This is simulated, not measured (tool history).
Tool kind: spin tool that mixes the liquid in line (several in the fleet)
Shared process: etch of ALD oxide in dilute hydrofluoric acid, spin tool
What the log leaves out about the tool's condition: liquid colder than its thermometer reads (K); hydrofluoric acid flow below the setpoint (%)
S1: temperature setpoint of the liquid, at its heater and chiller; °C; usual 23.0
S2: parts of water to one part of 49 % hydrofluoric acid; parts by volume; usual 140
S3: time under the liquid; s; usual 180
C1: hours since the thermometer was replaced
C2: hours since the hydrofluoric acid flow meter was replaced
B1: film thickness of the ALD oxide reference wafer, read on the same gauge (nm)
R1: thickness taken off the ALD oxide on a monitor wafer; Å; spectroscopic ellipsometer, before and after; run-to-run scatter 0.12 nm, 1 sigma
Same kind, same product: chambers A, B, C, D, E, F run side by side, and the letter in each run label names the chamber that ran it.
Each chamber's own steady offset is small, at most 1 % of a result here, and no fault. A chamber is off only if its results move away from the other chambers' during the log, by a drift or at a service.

{"run": "1B", "day": 0.258, "S1": 23.0, "S2": 140, "S3": 180, "C1": 1829.8, "C2": 464.1, "B1": 100.01, "R1": 191.1}
{"run": "2F", "day": 0.383, "S1": 23.0, "S2": 140, "S3": 180, "C1": 14.6, "C2": 665.1, "B1": 99.986, "R1": 193.06}
{"run": "3D", "day": 0.625, "S1": 23.0, "S2": 140, "S3": 180, "C1": 638.4, "C2": 87.6, "B1": 99.952, "R1": 193.39}
{"run": "4C", "day": 0.754, "S1": 23.0, "S2": 140, "S3": 180, "C1": 1254.8, "C2": 266.6, "B1": 100.01, "R1": 190.83}
{"run": "5A", "day": 0.896, "S1": 23.0, "S2": 140, "S3": 180, "C1": 358.5, "C2": 1168.6, "B1": 99.962, "R1": 191.64}
{"run": "6E", "day": 1.146, "S1": 23.0, "S2": 140, "S3": 180, "C1": 973.6, "C2": 608.9, "B1": 100.03, "R1": 193.33}
{"run": "7C", "day": 1.262, "S1": 23.0, "S2": 140, "S3": 180, "C1": 1267.0, "C2": 278.8, "B1": 99.995, "R1": 192.21}
{"run": "8B", "day": 1.462, "S1": 23.0, "S2": 140, "S3": 180, "C1": 1858.7, "C2": 493.0, "B1": 100.01, "R1": 193.72}
{"run": "9F", "day": 1.596, "S1": 25.5, "S2": 140, "S3": 80, "C1": 43.7, "C2": 694.2, "B1": 99.984, "R1": 93.806}
{"run": "10A", "day": 1.808, "S1": 25.5, "S2": 140, "S3": 80, "C1": 380.4, "C2": 1190.5, "B1": 99.973, "R1": 93.204}
{"run": "11D", "day": 2.008, "S1": 25.5, "S2": 140, "S3": 80, "C1": 671.6, "C2": 120.8, "B1": 100.01, "R1": 94.265}
{"run": "12E", "day": 2.167, "S1": 25.5, "S2": 140, "S3": 80, "C1": 998.1, "C2": 633.4, "B1": 100.02, "R1": 94.274}
{"run": "13D", "day": 2.383, "S1": 25.5, "S2": 140, "S3": 80, "C1": 680.6, "C2": 129.8, "B1": 100.01, "R1": 94.057}
{"run": "14C", "day": 2.571, "S1": 25.5, "S2": 140, "S3": 80, "C1": 1298.4, "C2": 310.2, "B1": 99.998, "R1": 93.876}
{"run": "15F", "day": 2.729, "S1": 23.0, "S2": 140, "S3": 180, "C1": 70.9, "C2": 721.4, "B1": 99.981, "R1": 192.82}
{"run": "16B", "day": 2.979, "S1": 23.0, "S2": 140, "S3": 180, "C1": 1895.1, "C2": 529.4, "B1": 99.986, "R1": 190.61}
{"run": "17E", "day": 3.121, "S1": 23.0, "S2": 140, "S3": 180, "C1": 1021.0, "C2": 656.3, "B1": 100.02, "R1": 192.49}
{"run": "18A", "day": 3.312, "S1": 23.0, "S2": 140, "S3": 180, "C1": 416.5, "C2": 1226.6, "B1": 100.04, "R1": 191.34}
{"run": "19D", "day": 3.442, "S1": 23.0, "S2": 140, "S3": 180, "C1": 706.0, "C2": 155.2, "B1": 99.977, "R1": 192.16}
{"run": "20E", "day": 3.579, "S1": 23.0, "S2": 140, "S3": 180, "C1": 1032.0, "C2": 667.3, "B1": 99.994, "R1": 193.61}
{"run": "21B", "day": 3.796, "S1": 23.0, "S2": 140, "S3": 180, "C1": 1914.7, "C2": 549.0, "B1": 99.995, "R1": 189.66}
{"run": "22A", "day": 3.942, "S1": 23.0, "S2": 160, "S3": 145, "C1": 431.6, "C2": 1241.7, "B1": 99.989, "R1": 133.18}
{"run": "23F", "day": 4.142, "S1": 23.0, "S2": 160, "S3": 145, "C1": 104.8, "C2": 755.3, "B1": 99.99, "R1": 133.21}
{"run": "24C", "day": 4.346, "S1": 23.0, "S2": 160, "S3": 145, "C1": 1341.0, "C2": 352.8, "B1": 100.01, "R1": 132.66}
{"run": "25F", "day": 4.483, "S1": 23.0, "S2": 160, "S3": 145, "C1": 113.0, "C2": 763.5, "B1": 99.97, "R1": 132.58}
{"run": "26D", "day": 4.6, "S1": 23.0, "S2": 160, "S3": 145, "C1": 733.8, "C2": 183.0, "B1": 99.973, "R1": 132.89}
{"run": "27B", "day": 4.838, "S1": 23.0, "S2": 160, "S3": 145, "C1": 1939.7, "C2": 574.0, "B1": 100.02, "R1": 129.74}
{"run": "28C", "day": 5.079, "S1": 23.0, "S2": 140, "S3": 180, "C1": 1358.6, "C2": 370.4, "B1": 99.987, "R1": 191.67}
{"run": "29A", "day": 5.238, "S1": 23.0, "S2": 140, "S3": 180, "C1": 462.7, "C2": 1272.8, "B1": 99.97, "R1": 189.88}
{"run": "30E", "day": 5.354, "S1": 23.0, "S2": 140, "S3": 180, "C1": 1074.6, "C2": 709.9, "B1": 99.992, "R1": 191.68}
{"run": "31E", "day": 5.571, "S1": 23.0, "S2": 140, "S3": 180, "C1": 1079.8, "C2": 715.1, "B1": 100.03, "R1": 194.24}
{"run": "32B", "day": 5.683, "S1": 23.0, "S2": 140, "S3": 180, "C1": 1960.0, "C2": 594.3, "B1": 99.998, "R1": 185.83}
{"run": "33A", "day": 5.871, "S1": 21.0, "S2": 140, "S3": 140, "C1": 477.9, "C2": 1288.0, "B1": 100.01, "R1": 137.72}
{"run": "34C", "day": 6.058, "S1": 21.0, "S2": 140, "S3": 140, "C1": 1382.1, "C2": 393.9, "B1": 100.02, "R1": 138.56}
{"run": "35F", "day": 6.221, "S1": 21.0, "S2": 140, "S3": 140, "C1": 154.7, "C2": 805.2, "B1": 100.02, "R1": 137.59}
{"run": "36D", "day": 6.462, "S1": 21.0, "S2": 140, "S3": 140, "C1": 778.5, "C2": 227.7, "B1": 100.04, "R1": 139.23}
{"run": "37C", "day": 6.583, "S1": 21.0, "S2": 140, "S3": 140, "C1": 1394.7, "C2": 406.5, "B1": 100.06, "R1": 139.2}
{"run": "38E", "day": 6.8, "S1": 21.0, "S2": 140, "S3": 140, "C1": 1109.3, "C2": 744.6, "B1": 100.06, "R1": 138.56}
{"run": "39F", "day": 6.971, "S1": 23.0, "S2": 140, "S3": 180, "C1": 172.7, "C2": 823.2, "B1": 100.04, "R1": 193.95}
{"run": "40B", "day": 7.204, "S1": 23.0, "S2": 140, "S3": 180, "C1": 1996.5, "C2": 630.8, "B1": 99.976, "R1": 185.52}
{"run": "41A", "day": 7.4, "S1": 23.0, "S2": 140, "S3": 180, "C1": 514.6, "C2": 1324.7, "B1": 99.994, "R1": 189.18}
{"run": "42D", "day": 7.554, "S1": 23.0, "S2": 140, "S3": 180, "C1": 804.7, "C2": 253.9, "B1": 100.0, "R1": 192.34}

Is one chamber out of step, is the gauge drifting, or do the chambers differ by no more than their own small offsets? For an off chamber, give its letter and the likeliest cause.

It is chamber B that slowly wanders off from its peers.
Cause: liquid colder than its thermometer reads (K) = 0.99.
With only this log, it may be confused with: hydrofluoric acid flow below the setpoint (%).

Chamber B could run next with any of the 4 candidate recipes listed below; each alters the usual settings, and their results appear as question marks. Which one brings its results back in line with what the other chambers deliver on the usual settings?
In-line tolerance around the mean of the other chambers on the usual settings: R1 4.100 Å
{"run": "43B-1", "day": 7.742, "S1": 23.0, "S2": 150, "S3": 180, "R1": "?"}
{"run": "43B-2", "day": 7.742, "S1": 22.0, "S2": 140, "S3": 180, "R1": "?"}
{"run": "43B-3", "day": 7.742, "S1": 23.0, "S2": 140, "S3": 185, "R1": "?"}
{"run": "43B-4", "day": 7.742, "S1": 23.0, "S2": 140, "S3": 195, "R1": "?"}

Average result of the remaining chambers running the usual settings: R1 192.050 Å
run=43B-1 R1=170.820
run=43B-2 R1=177.890
run=43B-3 R1=190.190
run=43B-4 R1=200.470
Change 43B-3 lands the chamber within the allowed miss of the other chambers.

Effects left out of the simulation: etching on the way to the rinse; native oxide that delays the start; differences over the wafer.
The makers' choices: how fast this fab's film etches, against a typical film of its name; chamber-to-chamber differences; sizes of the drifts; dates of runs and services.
